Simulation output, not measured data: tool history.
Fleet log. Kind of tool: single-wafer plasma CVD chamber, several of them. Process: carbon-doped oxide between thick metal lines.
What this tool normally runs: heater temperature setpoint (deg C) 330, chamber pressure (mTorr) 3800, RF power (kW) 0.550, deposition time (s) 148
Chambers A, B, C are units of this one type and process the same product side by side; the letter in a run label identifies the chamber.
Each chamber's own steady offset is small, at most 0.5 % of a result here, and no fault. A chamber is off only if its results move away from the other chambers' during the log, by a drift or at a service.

run	day	heater temperature setpoint (deg C)	chamber pressure (mTorr)	RF power (kW)	deposition time (s)	hours since the last thermocouple change	hours since the last RF generator calibration	hours since the last manometer calibration	read-back reference wafer on the same gauge, thickness_nm	mean film thickness on the monitor wafer (nm)
1B	0.521	330	3800	0.550	148	1044.3	600.0	1014.1	715.30	806.75
2A	0.904	330	3800	0.550	148	944.9	1241.6	229.2	714.97	801.39
3C	1.254	330	3800	0.550	148	1118.7	1288.9	1448.0	714.44	807.16
4C	1.558	330	3800	0.550	148	1126.0	1296.2	1455.3	714.72	806.58
5A	2.117	330	3800	0.550	148	974.0	1270.7	258.3	715.07	801.04
6B	2.567	330	3800	0.550	148	1093.4	649.1	1063.2	715.32	806.53
7C	2.958	330	3800	0.550	148	1159.6	1329.8	1488.9	715.00	808.33
8B	3.425	330	3800	0.550	148	1114.0	669.7	1083.8	714.84	802.96
9A	3.896	342	3800	0.550	130	1016.7	1313.4	301.0	715.11	676.16
10B	4.250	342	3800	0.550	130	1133.8	689.5	1103.6	714.79	678.45
11A	4.642	342	3800	0.550	130	1034.6	1331.3	318.9	714.83	681.50
12C	4.912	330	3800	0.550	148	1206.5	1376.7	1535.8	715.30	804.83
13A	5.296	330	3800	0.550	148	1050.3	1347.0	334.6	714.59	807.57
14C	5.854	330	3800	0.550	148	1229.1	1399.3	1558.4	715.17	805.00
# day 6.108: chamber C: capacitance manometer re-zeroed and calibrated
15B	6.279	330	3800	0.550	148	1182.5	738.2	1152.3	715.30	810.04
16B	6.879	330	3800	0.550	148	1196.9	752.6	1166.7	715.34	804.28
17C	7.483	330	3800	0.550	148	1268.2	1438.4	33.0	714.99	807.01
18A	8.038	330	3800	0.550	148	1116.1	1412.8	400.4	714.79	803.98
19A	8.450	317	3800	0.550	135	1126.0	1422.7	410.3	715.01	767.83
20C	8.854	317	3800	0.550	135	1301.1	1471.3	65.9	714.81	769.43
21B	9.462	317	3800	0.550	135	1258.9	814.6	1228.7	715.16	765.76
22C	9.771	330	3800	0.550	148	1323.1	1493.3	87.9	714.65	807.97
23B	10.275	330	3800	0.550	148	1278.4	834.1	1248.2	714.83	802.64
24A	10.692	330	3800	0.550	148	1179.8	1476.5	464.1	714.98	799.99
25B	10.983	330	3800	0.550	148	1295.4	851.1	1265.2	714.88	803.35
26A	11.312	330	3800	0.550	148	1194.7	1491.4	479.0	715.78	799.59
27C	11.850	330	3800	0.550	148	1373.0	1543.2	137.8	714.96	805.52
# day 12.058: chamber C: thermocouple changed; heater temperature recalibrated
28C	12.300	330	3800	0.550	148	5.8	1554.0	148.6	714.80	805.71
29B	12.588	330	3800	0.550	148	1333.9	889.6	1303.7	715.54	803.23
30A	13.008	330	3800	0.550	166	1235.4	1532.1	519.7	715.21	895.84
31A	13.400	330	3800	0.550	166	1244.8	1541.5	529.1	714.30	898.60
32C	13.758	330	3800	0.550	166	40.8	1589.0	183.6	714.98	902.77
33B	14.146	330	3800	0.550	148	1371.3	927.0	1341.1	715.17	805.80
34A	14.733	330	3800	0.550	148	1276.8	1573.5	561.1	715.18	801.69
35B	15.258	330	3800	0.550	148	1398.0	953.7	1367.8	715.14	801.45
36C	15.854	330	3800	0.550	148	91.1	1639.3	233.9	714.52	802.69
37B	16.196	330	3800	0.550	148	1420.5	976.2	1390.3	714.90	804.63
38A	16.762	330	3800	0.550	148	1325.5	1622.2	609.8	715.17	804.78
# day 17.246: chamber A: thermocouple changed; heater temperature recalibrated
# day 17.262: chamber C: RF generator calibrated
39C	17.275	326	3800	0.550	173	125.2	0.4	268.0	714.99	954.88
40C	17.579	326	3800	0.550	173	132.5	7.7	275.3	714.81	954.06
41A	18.075	326	3800	0.550	173	19.9	1653.7	641.3	715.19	952.76
42B	18.575	330	3800	0.550	148	1477.6	1033.3	1447.4	715.03	804.15

Which is it: a chamber that has drifted or been left off by a service, a gauge drift common to all chambers, or only each chamber's usual small offset? If a chamber is off, name it and its likeliest cause.

Beyond each chamber's small constant offset nothing stands out, and the gauge stays steady.
